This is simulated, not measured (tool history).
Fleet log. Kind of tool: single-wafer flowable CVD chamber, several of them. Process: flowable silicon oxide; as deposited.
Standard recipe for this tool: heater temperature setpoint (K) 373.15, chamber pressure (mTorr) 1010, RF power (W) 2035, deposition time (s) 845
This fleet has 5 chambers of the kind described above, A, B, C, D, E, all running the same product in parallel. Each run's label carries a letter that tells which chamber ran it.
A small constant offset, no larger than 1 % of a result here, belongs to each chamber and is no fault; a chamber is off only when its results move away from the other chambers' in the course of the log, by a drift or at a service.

run	day	heater temperature setpoint (K)	chamber pressure (mTorr)	RF power (W)	deposition time (s)	hours since the last thermocouple change	hours since the last RF generator calibration	hours since the last manometer calibration	read-back reference wafer on the same gauge, thickness_nm	mean film thickness on the monitor wafer (nm)
1B	0.338	373.15	1010	2035	845	1868.5	1306.7	1042.3	792.29	689.99
2D	0.729	373.15	1010	2035	845	138.3	590.4	456.6	790.88	695.68
3A	0.933	373.15	1010	2035	845	2108.3	286.4	86.7	791.74	690.39
4C	1.258	373.15	1010	2035	845	1022.5	58.1	433.5	790.53	687.12
5E	1.475	373.15	1010	2035	845	184.7	527.4	600.8	791.66	694.15
6C	1.667	373.15	1010	2035	845	1032.3	67.9	443.3	789.89	687.49
7A	1.867	373.15	870	2430	845	2130.7	308.8	109.1	790.96	587.83
8E	2.154	373.15	870	2430	845	201.0	543.7	617.1	791.03	595.61
9D	2.550	373.15	870	2430	845	182.0	634.1	500.3	791.08	599.41
10B	2.746	373.15	870	2430	845	1926.3	1364.5	1100.1	790.64	587.09
11B	2.992	373.15	870	2430	845	1932.2	1370.4	1106.0	791.96	583.30
12A	3.208	373.15	1010	2035	845	2162.9	341.0	141.3	791.01	692.61
# day 3.375: chamber A: thermocouple changed; heater temperature recalibrated
13C	3.458	373.15	1010	2035	845	1075.3	110.9	486.3	790.98	690.68
14D	3.650	373.15	1010	2035	845	208.4	660.5	526.7	790.25	694.30
15E	3.921	373.15	1010	2035	845	243.4	586.1	659.5	790.99	698.90
16D	4.108	373.15	1010	2035	999	219.4	671.5	537.7	791.08	818.98
17B	4.288	373.15	1010	2035	999	1963.3	1401.5	1137.1	791.31	809.48
18A	4.596	373.15	1010	2035	999	29.3	374.3	174.6	791.06	819.31
19C	4.921	373.15	1010	2035	999	1110.4	146.0	521.4	791.36	814.06
20E	5.212	373.15	1010	2035	999	274.4	617.1	690.5	791.14	818.84
21A	5.412	373.15	1010	2035	845	48.9	393.9	194.2	791.83	690.56
22B	5.700	373.15	1010	2035	845	1997.2	1435.4	1171.0	790.46	685.93
23E	6.054	373.15	790	1795	845	294.6	637.3	710.7	791.06	493.16
24D	6.242	373.15	790	1795	845	270.6	722.7	588.9	790.38	494.72
25C	6.512	373.15	790	1795	845	1148.6	184.2	559.6	790.45	493.50
26C	6.854	373.15	790	1795	845	1156.8	192.4	567.8	791.93	488.05
27E	7.200	373.15	790	1795	845	322.1	664.8	738.2	790.63	490.55
28B	7.454	373.15	1010	2035	845	2039.3	1477.5	1213.1	790.87	690.85
29D	7.779	373.15	1010	2035	845	307.5	759.6	625.8	790.46	695.97
30A	8.142	373.15	1010	2035	845	114.4	459.4	259.7	790.60	685.26
31E	8.525	373.15	1010	2035	845	353.9	696.6	770.0	790.32	695.25
32D	8.729	373.15	1010	2035	845	330.3	782.4	648.6	791.36	694.34
33C	9.025	373.15	1010	2035	845	1208.9	244.5	619.9	791.20	690.13
34A	9.200	373.15	1010	2035	845	139.8	484.8	285.1	790.79	688.41

One chamber off, gauge drift, or nothing amiss beyond the chambers' own small offsets? If it is a chamber, which one, and what is the likeliest cause?

Neither any chamber nor the gauge drifts; the chambers differ only by their own small, steady offsets.
